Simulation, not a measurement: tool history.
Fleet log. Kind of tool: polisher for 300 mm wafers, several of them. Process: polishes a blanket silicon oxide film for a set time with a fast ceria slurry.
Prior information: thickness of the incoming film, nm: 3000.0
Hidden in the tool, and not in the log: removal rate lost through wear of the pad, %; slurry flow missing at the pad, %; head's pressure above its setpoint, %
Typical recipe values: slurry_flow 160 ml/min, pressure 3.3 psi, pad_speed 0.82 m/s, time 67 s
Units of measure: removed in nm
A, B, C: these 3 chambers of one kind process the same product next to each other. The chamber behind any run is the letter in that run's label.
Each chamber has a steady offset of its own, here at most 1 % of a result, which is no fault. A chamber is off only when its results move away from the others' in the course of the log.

| run | hour | slurry_flow | pressure | pad_speed | time | wafers polished on this pad | hours since the slurry nozzle was cleaned | hours since the head pressure was calibrated | removed |
|---|---|---|---|---|---|---|---|---|---|
| 1B | 4.7 | 160 | 3.3 | 0.82 | 67 | 616 | 618.0 | 70.4 | 920.49 |
| 2A | 10.7 | 160 | 3.3 | 0.82 | 67 | 837 | 121.0 | 670.4 | 898.08 |
| 3C | 16.7 | 160 | 3.3 | 0.82 | 67 | 341 | 388.8 | 308.7 | 914.25 |
| 4A | 21.3 | 160 | 3.3 | 0.82 | 67 | 984 | 131.6 | 681.0 | 910.20 |
| 5B | 25.4 | 160 | 3.8 | 1.00 | 67 | 904 | 638.7 | 91.1 | 1293.40 |
|  | 26.8 | chamber A: worn pad replaced by a new one |
| 6C | 34.2 | 160 | 3.8 | 1.00 | 67 | 585 | 406.3 | 326.2 | 1279.90 |
| 7C | 40.9 | 160 | 3.8 | 1.00 | 67 | 678 | 413.0 | 332.9 | 1287.00 |
| 8B | 47.0 | 160 | 3.3 | 0.82 | 67 | 1204 | 660.3 | 112.7 | 913.82 |
| 9A | 51.8 | 160 | 3.3 | 0.82 | 67 | 348 | 162.1 | 711.5 | 919.12 |
| 10A | 60.0 | 160 | 3.3 | 0.82 | 67 | 462 | 170.3 | 719.7 | 893.19 |
| 11C | 67.5 | 160 | 3.3 | 0.82 | 67 | 1047 | 439.6 | 359.5 | 904.48 |
| 12B | 73.7 | 160 | 3.3 | 0.82 | 67 | 1575 | 687.0 | 139.4 | 914.48 |
|  | 76.4 | chamber C: worn pad replaced by a new one |
| 13A | 82.8 | 160 | 3.3 | 1.00 | 67 | 779 | 193.1 | 742.5 | 1125.90 |
| 14B | 90.2 | 160 | 3.3 | 1.00 | 67 | 1804 | 703.5 | 155.9 | 1118.40 |
|  | 90.8 | chamber A: worn pad replaced by a new one |
| 15C | 98.6 | 160 | 3.3 | 1.00 | 67 | 309 | 470.7 | 390.6 | 1106.30 |
| 16C | 105.8 | 160 | 3.3 | 0.82 | 67 | 409 | 477.9 | 397.8 | 905.94 |
| 17A | 114.7 | 160 | 3.3 | 0.82 | 67 | 332 | 225.0 | 774.4 | 902.83 |
| 18B | 123.7 | 160 | 3.3 | 0.82 | 67 | 2270 | 737.0 | 189.4 | 880.40 |
| 19C | 128.0 | 160 | 3.3 | 0.82 | 67 | 717 | 500.1 | 420.0 | 917.40 |
| 20B | 135.1 | 160 | 3.3 | 0.82 | 67 | 2428 | 748.4 | 200.8 | 835.52 |
| 21A | 140.6 | 160 | 3.3 | 0.82 | 67 | 692 | 250.9 | 800.3 | 940.62 |
| 22B | 145.5 | 160 | 3.3 | 0.82 | 67 | 2573 | 758.8 | 211.2 | 824.04 |
| 23C | 149.9 | 160 | 3.3 | 0.82 | 67 | 1021 | 522.0 | 441.9 | 904.15 |
| 24A | 155.7 | 160 | 3.3 | 0.82 | 67 | 902 | 266.0 | 815.4 | 944.40 |

Next, every chamber runs the same settings. What will each give?
| 25A | 162.4 | 160 | 3.3 | 0.70 | 67 |  |  |  | ? |
| 25B | 162.4 | 160 | 3.3 | 0.70 | 67 |  |  |  | ? |
| 25C | 162.4 | 160 | 3.3 | 0.70 | 67 |  |  |  | ? |

| run | removed |
|---|---|
| 25A | 771.98 |
| 25B | 692.12 |
| 25C | 791.98 |

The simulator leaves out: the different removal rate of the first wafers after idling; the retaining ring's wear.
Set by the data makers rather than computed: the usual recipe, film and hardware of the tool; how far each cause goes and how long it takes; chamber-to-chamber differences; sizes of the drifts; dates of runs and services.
